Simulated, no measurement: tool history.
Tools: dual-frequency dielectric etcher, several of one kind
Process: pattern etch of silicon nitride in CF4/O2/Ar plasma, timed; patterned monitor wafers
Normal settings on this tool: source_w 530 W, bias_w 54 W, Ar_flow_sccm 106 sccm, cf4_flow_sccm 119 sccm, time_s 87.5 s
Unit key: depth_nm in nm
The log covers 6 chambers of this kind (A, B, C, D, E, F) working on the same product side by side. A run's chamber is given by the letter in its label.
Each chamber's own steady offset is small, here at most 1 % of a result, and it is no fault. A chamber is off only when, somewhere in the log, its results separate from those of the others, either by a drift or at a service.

run   hour  source_w  bias_w  Ar_flow_sccm  cf4_flow_sccm  time_s  hours since the last wet clean  hours since the last source power generator calibration  hours since the last bias power generator calibration  hours since the last Ar flow controller change  hours since the last CF4 flow controller change  read-back reference wafer on the same gauge, depth_nm  depth_nm
 1F    5.7       530      54           106            119    87.5                           310.6                                                   1933.9                                                  321.7                                          1207.7                                           3126.5                                                 196.05    182.40
 2A   11.0       530      54           106            119    87.5                           276.6                                                    289.8                                                 4784.0                                          1926.6                                           2485.1                                                 196.02    182.91
 3B   16.4       530      54           106            119    87.5                           354.7                                                   1350.9                                                  554.7                                          1457.7                                           2001.8                                                 196.05    184.70
 4D   23.3       530      54           106            119    87.5                            67.4                                                    442.8                                                  504.1                                          2835.1                                           1097.5                                                 196.12    182.29
      25.3  -- chamber E: source power generator calibrated
 5E   28.6       530      54           106            119    87.5                           226.0                                                      3.3                                                 3300.9                                           537.1                                           4225.2                                                 195.79    182.73
      29.8  -- chamber E: bias power generator calibrated
 6C   33.7       530      66            92            119    87.5                           524.8                                                   2283.6                                                  935.1                                          1317.4                                           1295.5                                                 195.93    200.10
 7D   39.5       530      66            92            119    87.5                            83.6                                                    459.0                                                  520.3                                          2851.3                                           1113.7                                                 195.85    200.61
 8F   43.7       530      66            92            119    87.5                           348.6                                                   1971.9                                                  359.7                                          1245.7                                           3164.5                                                 195.86    198.99
 9A   50.8       530      66            92            119    87.5                           316.4                                                    329.6                                                 4823.8                                          1966.4                                           2524.9                                                 195.95    200.77
10C   57.2       530      66            92            119    87.5                           548.3                                                   2307.1                                                  958.6                                          1340.9                                           1319.0                                                 196.06    200.42
11E   63.6       530      66            92            119    87.5                           261.0                                                     38.3                                                   33.8                                           572.1                                           4260.2                                                 196.14    200.65
12B   71.1       570      54           106             94    87.5                           409.4                                                   1405.6                                                  609.4                                          1512.4                                           2056.5                                                 195.83    190.92
13F   76.4       570      54           106             94    87.5                           381.3                                                   2004.6                                                  392.4                                          1278.4                                           3197.2                                                 195.88    189.16
      80.4  -- chamber C: wet clean of the chamber
14B   80.7       570      54           106             94    87.5                           419.0                                                   1415.2                                                  619.0                                          1522.0                                           2066.1                                                 196.02    190.72
15C   85.0       570      54           106             94    87.5                             4.7                                                   2334.9                                                  986.4                                          1368.7                                           1346.8                                                 196.00    183.60
16E   91.5       570      54           106             94    87.5                           288.9                                                     66.2                                                   61.7                                           600.0                                           4288.1                                                 196.10    189.40
17A   97.3       570      54           106             94    87.5                           362.9                                                    376.1                                                 4870.3                                          2012.9                                           2571.4                                                 195.99    189.31
      98.2  -- chamber A: bias power generator calibrated
18D  105.1       530      54           106            119    87.5                           149.2                                                    524.6                                                  585.9                                          2916.9                                           1179.3                                                 196.16    180.30
19B  112.3       530      54           106            119    87.5                           450.6                                                   1446.8                                                  650.6                                          1553.6                                           2097.7                                                 196.11    185.04
20C  118.9       530      54           106            119    87.5                            38.6                                                   2368.8                                                 1020.3                                          1402.6                                           1380.7                                                 195.93    177.37
21A  124.3       530      54           106            119    87.5                           389.9                                                    403.1                                                   26.2                                          2039.9                                           2598.4                                                 196.10    182.56
22E  128.9       530      54           106            119    87.5                           326.3                                                    103.6                                                   99.1                                           637.4                                           4325.5                                                 196.04    182.85
23D  133.6       530      54           106            119    87.5                           177.7                                                    553.1                                                  614.4                                          2945.4                                           1207.8                                                 196.11    182.41
24F  137.7       530      54           106            119    87.5                           442.6                                                   2065.9                                                  453.7                                          1339.7                                           3258.5                                                 196.04    180.83
25E  144.2       530      54           106            144    87.5                           341.6                                                    118.9                                                  114.4                                           652.7                                           4340.8                                                 195.85    186.00
26A  148.0       530      54           106            144    87.5                           413.6                                                    426.8                                                   49.9                                          2063.6                                           2622.1                                                 195.95    186.55
27D  154.0       530      54           106            144    87.5                           198.1                                                    573.5                                                  634.8                                          2965.8                                           1228.2                                                 195.97    186.64
     160.6  -- chamber A: wet clean of the chamber
28B  161.2       530      54           106            144    87.5                           499.5                                                   1495.7                                                  699.5                                          1602.5                                           2146.6                                                 196.09    188.24
29F  165.7       530      54           106            144    87.5                           470.6                                                   2093.9                                                  481.7                                          1367.7                                           3286.5                                                 195.82    185.92
30C  173.9       530      54           106            144    87.5                            93.6                                                   2423.8                                                 1075.3                                          1457.6                                           1435.7                                                 195.97    181.09
31F  180.8       530      54           106            119    87.5                           485.7                                                   2109.0                                                  496.8                                          1382.8                                           3301.6                                                 196.18    182.72
32B  186.1       530      54           106            119    87.5                           524.4                                                   1520.6                                                  724.4                                          1627.4                                           2171.5                                                 195.96    184.63
33D  191.7       530      54           106            119    87.5                           235.8                                                    611.2                                                  672.5                                          3003.5                                           1265.9                                                 195.97    183.07
34A  197.1       530      54           106            119    87.5                            36.5                                                    475.9                                                   99.0                                          2112.7                                           2671.2                                                 195.96    183.29
35C  202.5       530      54           106            119    87.5                           122.2                                                   2452.4                                                 1103.9                                          1486.2                                           1464.3                                                 195.99    178.06
36E  206.9       530      54           106            119    87.5                           404.3                                                    181.6                                                  177.1                                           715.4                                           4403.5                                                 196.03    182.41
     211.8  -- chamber F: CF4 flow controller replaced
37B  213.4       530      54           106            119    87.5                           551.7                                                   1547.9                                                  751.7                                          1654.7                                           2198.8                                                 196.15    184.79
38A  219.3       530      54           106            119    87.5                            58.7                                                    498.1                                                  121.2                                          2134.9                                           2693.4                                                 196.07    182.48
39F  224.9       530      54           106            119    87.5                           529.8                                                   2153.1                                                  540.9                                          1426.9                                             13.2                                                 195.89    181.49
40D  230.1       530      54           106            119    87.5                           274.2                                                    649.6                                                  710.9                                          3041.9                                           1304.3                                                 195.85    181.11
41C  234.9       530      54           106            119    87.5                           154.6                                                   2484.8                                                 1136.3                                          1518.6                                           1496.7                                                 196.07    177.99

Does one chamber stand apart from the rest, does the shared gauge drift, or is all well apart from small per-chamber offsets? Give the chamber and the most likely cause, where there is one.

After it was serviced, chamber C no longer matches the other chambers.
Likeliest cause: etch rate under this chamber's usual, % = 2.61.

Here are 4 candidates for chamber C's next run, each the usual settings with a change, their results left as question marks. Which one brings its results back in line with what the others give on the usual settings?
A result is in line if it is within this distance of the other chambers' mean on the usual settings: depth_nm 2.30 nm
42C-1  240.8       530      54           106            119    83.0                                                                                                                                                                                                                                                                                                                 ?
42C-2  240.8       530      54           106            119    90.0                                                                                                                                                                                                                                                                                                                 ?
42C-3  240.8       530      55           106            119    91.5                                                                                                                                                                                                                                                                                                                 ?
42C-4  240.8       530      54           106            119    85.0                                                                                                                                                                                                                                                                                                                 ?

The other chambers' mean on the usual settings: depth_nm 182.74 nm
  run  depth_nm
42C-1    168.72
42C-2    182.95
42C-3    187.28
42C-4    172.79
42C-2 puts the chamber back in line with the other chambers.
